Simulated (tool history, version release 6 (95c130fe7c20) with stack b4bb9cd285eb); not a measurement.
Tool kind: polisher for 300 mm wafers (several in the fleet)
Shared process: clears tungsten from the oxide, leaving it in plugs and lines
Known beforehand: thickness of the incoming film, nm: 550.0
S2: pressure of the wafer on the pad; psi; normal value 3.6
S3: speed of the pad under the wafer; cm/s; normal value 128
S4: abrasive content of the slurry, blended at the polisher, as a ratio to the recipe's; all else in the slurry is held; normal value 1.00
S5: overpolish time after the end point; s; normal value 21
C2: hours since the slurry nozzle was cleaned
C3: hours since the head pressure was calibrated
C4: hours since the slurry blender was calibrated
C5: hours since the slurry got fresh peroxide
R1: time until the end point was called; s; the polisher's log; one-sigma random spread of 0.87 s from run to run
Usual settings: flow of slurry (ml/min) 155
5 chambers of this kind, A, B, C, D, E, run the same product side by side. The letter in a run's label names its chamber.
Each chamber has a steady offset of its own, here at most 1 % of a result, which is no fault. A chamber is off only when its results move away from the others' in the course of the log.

Run 1E, hour 3.8: usual settings; wafers polished on this pad 735; C2 14.6; C3 891.4; C4 108.3; C5 92.0. Result: R1 79.304 s.
At hour 4.3: chamber A: slurry tank refilled with fresh slurry and peroxide.
Run 2D, hour 5.9: usual settings; wafers polished on this pad 234; C2 261.2; C3 802.2; C4 15.1; C5 41.7. Result: R1 79.406 s.
Run 3C, hour 9.4: usual settings; wafers polished on this pad 591; C2 186.5; C3 313.1; C4 38.6; C5 19.8. Result: R1 80.394 s.
Run 4B, hour 13.8: usual settings; wafers polished on this pad 1075; C2 133.2; C3 178.8; C4 126.8; C5 33.8. Result: R1 78.486 s.
Run 5A, hour 16.8: usual settings; wafers polished on this pad 135; C2 288.3; C3 499.0; C4 43.7; C5 12.5. Result: R1 79.261 s.
Run 6C, hour 19.8: usual settings but S2 3.2 psi; wafers polished on this pad 659; C2 196.9; C3 323.5; C4 49.0; C5 30.2. Result: R1 88.682 s.
At hour 20.5: chamber E: slurry tank refilled with fresh slurry and peroxide.
Run 7B, hour 22.4: usual settings but S2 3.2 psi; wafers polished on this pad 1131; C2 141.8; C3 187.4; C4 135.4; C5 42.4. Result: R1 90.475 s.
At hour 26.1: chamber B: slurry tank refilled with fresh slurry and peroxide.
Run 8A, hour 26.2: usual settings but S2 3.2 psi; wafers polished on this pad 196; C2 297.7; C3 508.4; C4 53.1; C5 21.9. Result: R1 88.376 s.
Run 9E, hour 29.6: usual settings but S2 3.2 psi; wafers polished on this pad 905; C2 40.4; C3 917.2; C4 134.1; C5 9.2. Result: R1 88.846 s.
Run 10D, hour 33.2: usual settings but S2 3.2 psi; wafers polished on this pad 414; C2 288.5; C3 829.5; C4 42.4; C5 69.0. Result: R1 88.558 s.
Run 11C, hour 35.3: usual settings; wafers polished on this pad 761; C2 212.4; C3 339.0; C4 64.5; C5 45.7. Result: R1 79.750 s.
Run 12A, hour 38.8: usual settings; wafers polished on this pad 279; C2 310.3; C3 521.0; C4 65.7; C5 34.5. Result: R1 78.600 s.
At hour 42.1: chamber C: slurry tank refilled with fresh slurry and peroxide.
Run 13D, hour 42.7: usual settings; wafers polished on this pad 476; C2 298.0; C3 839.0; C4 51.9; C5 78.5. Result: R1 80.441 s.
At hour 44.0: chamber E: head pressure recalibrated.
At hour 44.9: chamber C: head pressure recalibrated.
Run 14B, hour 46.5: usual settings; wafers polished on this pad 1289; C2 165.9; C3 211.5; C4 159.5; C5 20.5. Result: R1 80.068 s.
Run 15E, hour 50.8: usual settings but S5 31 s; wafers polished on this pad 1044; C2 61.6; C3 6.8; C4 155.3; C5 30.4. Result: R1 78.530 s.
Run 16E, hour 53.3: usual settings but S5 31 s; wafers polished on this pad 1060; C2 64.1; C3 9.3; C4 157.8; C5 32.9. Result: R1 79.317 s.
Run 17D, hour 55.4: usual settings but S5 31 s; wafers polished on this pad 559; C2 310.7; C3 851.7; C4 64.6; C5 91.2. Result: R1 79.213 s.
Run 18B, hour 57.5: usual settings but S5 31 s; wafers polished on this pad 1361; C2 176.9; C3 222.5; C4 170.5; C5 31.5. Result: R1 78.775 s.
Run 19A, hour 61.1: usual settings but S5 31 s; wafers polished on this pad 425; C2 332.6; C3 543.3; C4 88.0; C5 56.8. Result: R1 80.632 s.
At hour 63.6: chamber B: worn pad replaced by a new one.
Run 20C, hour 63.7: usual settings; wafers polished on this pad 947; C2 240.8; C3 18.8; C4 92.9; C5 21.6. Result: R1 81.533 s.
Run 21A, hour 67.1: usual settings; wafers polished on this pad 464; C2 338.6; C3 549.3; C4 94.0; C5 62.8. Result: R1 78.085 s.
At hour 70.3: chamber B: slurry tank refilled with fresh slurry and peroxide.
Run 22B, hour 70.7: usual settings; wafers polished on this pad 47; C2 190.1; C3 235.7; C4 183.7; C5 0.4. Result: R1 80.710 s.
Run 23C, hour 72.6: usual settings; wafers polished on this pad 1005; C2 249.7; C3 27.7; C4 101.8; C5 30.5. Result: R1 81.093 s.
Run 24E, hour 76.7: usual settings; wafers polished on this pad 1213; C2 87.5; C3 32.7; C4 181.2; C5 56.3. Result: R1 77.635 s.
Run 25D, hour 80.8: usual settings; wafers polished on this pad 726; C2 336.1; C3 877.1; C4 90.0; C5 116.6. Result: R1 79.216 s.
Run 26E, hour 83.2: usual settings; wafers polished on this pad 1256; C2 94.0; C3 39.2; C4 187.7; C5 62.8. Result: R1 78.933 s.
Run 27D, hour 86.2: usual settings; wafers polished on this pad 761; C2 341.5; C3 882.5; C4 95.4; C5 122.0. Result: R1 78.659 s.
Run 28C, hour 89.4: usual settings; wafers polished on this pad 1115; C2 266.5; C3 44.5; C4 118.6; C5 47.3. Result: R1 82.163 s.
At hour 89.8: chamber C: slurry tank refilled with fresh slurry and peroxide.
At hour 90.1: chamber D: slurry nozzle cleaned.
Run 29B, hour 91.5: usual settings; wafers polished on this pad 183; C2 210.9; C3 256.5; C4 204.5; C5 21.2. Result: R1 78.395 s.
Run 30A, hour 95.8: usual settings; wafers polished on this pad 653; C2 367.3; C3 578.0; C4 122.7; C5 91.5. Result: R1 77.454 s.
Run 31A, hour 98.1: usual settings; wafers polished on this pad 668; C2 369.6; C3 580.3; C4 125.0; C5 93.8. Result: R1 77.992 s.
At hour 100.0: chamber E: worn pad replaced by a new one.
Run 32C, hour 101.6: usual settings; wafers polished on this pad 1195; C2 278.7; C3 56.7; C4 130.8; C5 11.9. Result: R1 85.597 s.
Run 33D, hour 105.9: usual settings; wafers polished on this pad 890; C2 15.9; C3 902.2; C4 115.1; C5 141.7. Result: R1 77.347 s.
Run 34B, hour 107.9: usual settings; wafers polished on this pad 291; C2 227.3; C3 272.9; C4 220.9; C5 37.6. Result: R1 79.895 s.
Run 35E, hour 110.0: usual settings; wafers polished on this pad 66; C2 120.8; C3 66.0; C4 214.5; C5 89.6. Result: R1 79.341 s.
Run 36D, hour 112.4: usual settings; wafers polished on this pad 933; C2 22.4; C3 908.7; C4 121.6; C5 148.2. Result: R1 78.234 s.
Run 37E, hour 116.5: usual settings but S4 1.15; wafers polished on this pad 108; C2 127.3; C3 72.5; C4 221.0; C5 96.1. Result: R1 75.677 s.

The same settings go to every chamber for the next run, one line per chamber below. Forecast the results for each:
Run 38A, hour 119.7: usual settings. Result: R1 ?.
Run 38B, hour 119.7: usual settings. Result: R1 ?.
Run 38C, hour 119.7: usual settings. Result: R1 ?.
Run 38D, hour 119.7: usual settings. Result: R1 ?.
Run 38E, hour 119.7: usual settings. Result: R1 ?.

run      R1
38A  79.181
38B  81.151
38C  84.349
38D  80.277
38E  78.415

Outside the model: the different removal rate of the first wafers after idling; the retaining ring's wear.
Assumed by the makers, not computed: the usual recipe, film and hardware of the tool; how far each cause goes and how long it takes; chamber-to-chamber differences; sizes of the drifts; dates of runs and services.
